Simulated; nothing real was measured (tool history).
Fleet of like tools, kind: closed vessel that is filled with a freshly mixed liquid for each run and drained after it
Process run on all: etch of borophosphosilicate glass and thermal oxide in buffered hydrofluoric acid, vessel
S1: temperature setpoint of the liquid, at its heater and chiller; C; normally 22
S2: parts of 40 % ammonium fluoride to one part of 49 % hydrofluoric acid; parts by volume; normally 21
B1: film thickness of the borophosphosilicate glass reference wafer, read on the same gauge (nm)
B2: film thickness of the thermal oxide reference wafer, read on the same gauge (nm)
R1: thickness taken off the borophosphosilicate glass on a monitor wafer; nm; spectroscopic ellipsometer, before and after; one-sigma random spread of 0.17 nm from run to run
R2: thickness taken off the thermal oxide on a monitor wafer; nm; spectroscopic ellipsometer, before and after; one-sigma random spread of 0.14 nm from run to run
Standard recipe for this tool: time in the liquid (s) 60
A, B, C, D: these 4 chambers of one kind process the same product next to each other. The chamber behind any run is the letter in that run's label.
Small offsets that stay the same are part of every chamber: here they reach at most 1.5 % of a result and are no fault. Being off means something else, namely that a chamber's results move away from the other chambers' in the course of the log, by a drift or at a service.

At hour 3.2: chamber C: hydrofluoric acid flow meter replaced.
Run 1C, hour 12.6: usual settings; B1 120; B2 39.985. Result: R1 35.804 nm, R2 31.249 nm.
Run 2D, hour 20: usual settings; B1 120; B2 40.024. Result: R1 35.778 nm, R2 31.054 nm.
Run 3B, hour 31.5: usual settings; B1 119.99; B2 40.025. Result: R1 36.081 nm, R2 30.544 nm.
Run 4A, hour 43.8: usual settings; B1 120; B2 39.996. Result: R1 35.575 nm, R2 31.42 nm.
Run 5C, hour 55.1: usual settings but S2 15.5 parts by volume; B1 120.01; B2 40.026. Result: R1 47.376 nm, R2 41.656 nm.
Run 6B, hour 68.1: usual settings but S2 15.5 parts by volume; B1 120.02; B2 39.995. Result: R1 48.153 nm, R2 41.121 nm.
Run 7A, hour 76.4: usual settings but S2 15.5 parts by volume; B1 119.99; B2 40.024. Result: R1 47.694 nm, R2 41.872 nm.
Run 8D, hour 88.3: usual settings but S2 15.5 parts by volume; B1 120; B2 40.009. Result: R1 47.997 nm, R2 41.341 nm.
Run 9D, hour 101: usual settings; B1 119.99; B2 39.961. Result: R1 35.393 nm, R2 31.343 nm.
Run 10C, hour 114.3: usual settings but S2 18 parts by volume; B1 119.99; B2 40.043. Result: R1 41.465 nm, R2 35.633 nm.
Run 11B, hour 127.4: usual settings but S2 18 parts by volume; B1 120.01; B2 39.994. Result: R1 41.484 nm, R2 35.493 nm.
Run 12A, hour 136.2: usual settings but S2 18 parts by volume; B1 120.01; B2 39.97. Result: R1 40.923 nm, R2 36.076 nm.
Run 13B, hour 144.6: usual settings but S2 18 parts by volume; B1 120.01; B2 39.962. Result: R1 41.353 nm, R2 35.339 nm.
Run 14A, hour 156.5: usual settings; B1 119.99; B2 40.046. Result: R1 36.018 nm, R2 31.359 nm.
Run 15D, hour 164.2: usual settings; B1 119.97; B2 39.99. Result: R1 35.683 nm, R2 31.238 nm.
Run 16C, hour 178.9: usual settings; B1 120; B2 40.011. Result: R1 35.747 nm, R2 31.069 nm.
Run 17A, hour 191.3: usual settings but S1 17.5 C; B1 119.97; B2 39.987. Result: R1 28.083 nm, R2 24.571 nm.
Run 18D, hour 205.8: usual settings but S1 17.5 C; B1 120; B2 40.005. Result: R1 27.963 nm, R2 24.175 nm.
Run 19B, hour 219.3: usual settings but S1 17.5 C; B1 120.01; B2 39.972. Result: R1 27.887 nm, R2 23.829 nm.
At hour 231.6: chamber B: hydrofluoric acid flow meter replaced.
Run 20C, hour 233.6: usual settings but S1 17.5 C; B1 120.02; B2 40.028. Result: R1 28.107 nm, R2 24.244 nm.
Run 21B, hour 242.7: usual settings; B1 119.99; B2 39.985. Result: R1 35.944 nm, R2 30.914 nm.
Run 22A, hour 249.2: usual settings; B1 119.98; B2 39.975. Result: R1 35.788 nm, R2 31.379 nm.
Run 23C, hour 258.6: usual settings; B1 119.98; B2 40.014. Result: R1 35.881 nm, R2 31.132 nm.
Run 24D, hour 270.9: usual settings; B1 120; B2 40. Result: R1 35.601 nm, R2 31.188 nm.
Run 25D, hour 281.9: usual settings; B1 120.03; B2 40.029. Result: R1 35.728 nm, R2 31.245 nm.
Run 26C, hour 294.9: usual settings; B1 119.99; B2 39.991. Result: R1 35.693 nm, R2 31.193 nm.
Run 27B, hour 307.9: usual settings but S2 15.5 parts by volume, time in the liquid (s) 75; B1 119.96; B2 39.998. Result: R1 60.404 nm, R2 51.502 nm.
Run 28A, hour 319.5: usual settings but S2 15.5 parts by volume, time in the liquid (s) 75; B1 120; B2 39.996. Result: R1 59.785 nm, R2 52.05 nm.
Run 29C, hour 330.7: usual settings but S2 15.5 parts by volume, time in the liquid (s) 75; B1 119.98; B2 39.97. Result: R1 59.221 nm, R2 51.593 nm.
Run 30D, hour 337.5: usual settings but S2 15.5 parts by volume, time in the liquid (s) 75; B1 120; B2 40.004. Result: R1 59.482 nm, R2 52.017 nm.
Run 31B, hour 347.1: usual settings; B1 120.01; B2 40.031. Result: R1 36.304 nm, R2 31.091 nm.
Run 32A, hour 361.6: usual settings; B1 119.99; B2 39.977. Result: R1 35.913 nm, R2 31.33 nm.
Run 33C, hour 375.9: usual settings but S2 16 parts by volume; B1 119.99; B2 39.987. Result: R1 46.298 nm, R2 40.253 nm.
Run 34A, hour 388.7: usual settings but S2 16 parts by volume; B1 120.01; B2 40.001. Result: R1 46.232 nm, R2 40.518 nm.
Run 35B, hour 402.7: usual settings but S2 16 parts by volume; B1 120; B2 39.981. Result: R1 46.493 nm, R2 39.642 nm.
Run 36D, hour 411.8: usual settings but S2 16 parts by volume; B1 120.03; B2 39.977. Result: R1 46.227 nm, R2 40.532 nm.
Run 37D, hour 424.5: usual settings; B1 120.03; B2 40.006. Result: R1 35.79 nm, R2 31.174 nm.
Run 38B, hour 432.9: usual settings; B1 119.99; B2 39.979. Result: R1 36.055 nm, R2 30.841 nm.
Run 39A, hour 445.9: usual settings; B1 120; B2 39.979. Result: R1 35.655 nm, R2 31.741 nm.

The same settings go to every chamber for the next run, one line per chamber below. Forecast the results for each:
Run 40A, hour 456.4: usual settings. Result: R1 ?, R2 ?.
Run 40B, hour 456.4: usual settings. Result: R1 ?, R2 ?.
Run 40C, hour 456.4: usual settings. Result: R1 ?, R2 ?.
Run 40D, hour 456.4: usual settings. Result: R1 ?, R2 ?.

run      R1      R2
40A  35.963  31.492
40B  36.176  30.913
40C  35.829  31.076
40D   35.77  31.044

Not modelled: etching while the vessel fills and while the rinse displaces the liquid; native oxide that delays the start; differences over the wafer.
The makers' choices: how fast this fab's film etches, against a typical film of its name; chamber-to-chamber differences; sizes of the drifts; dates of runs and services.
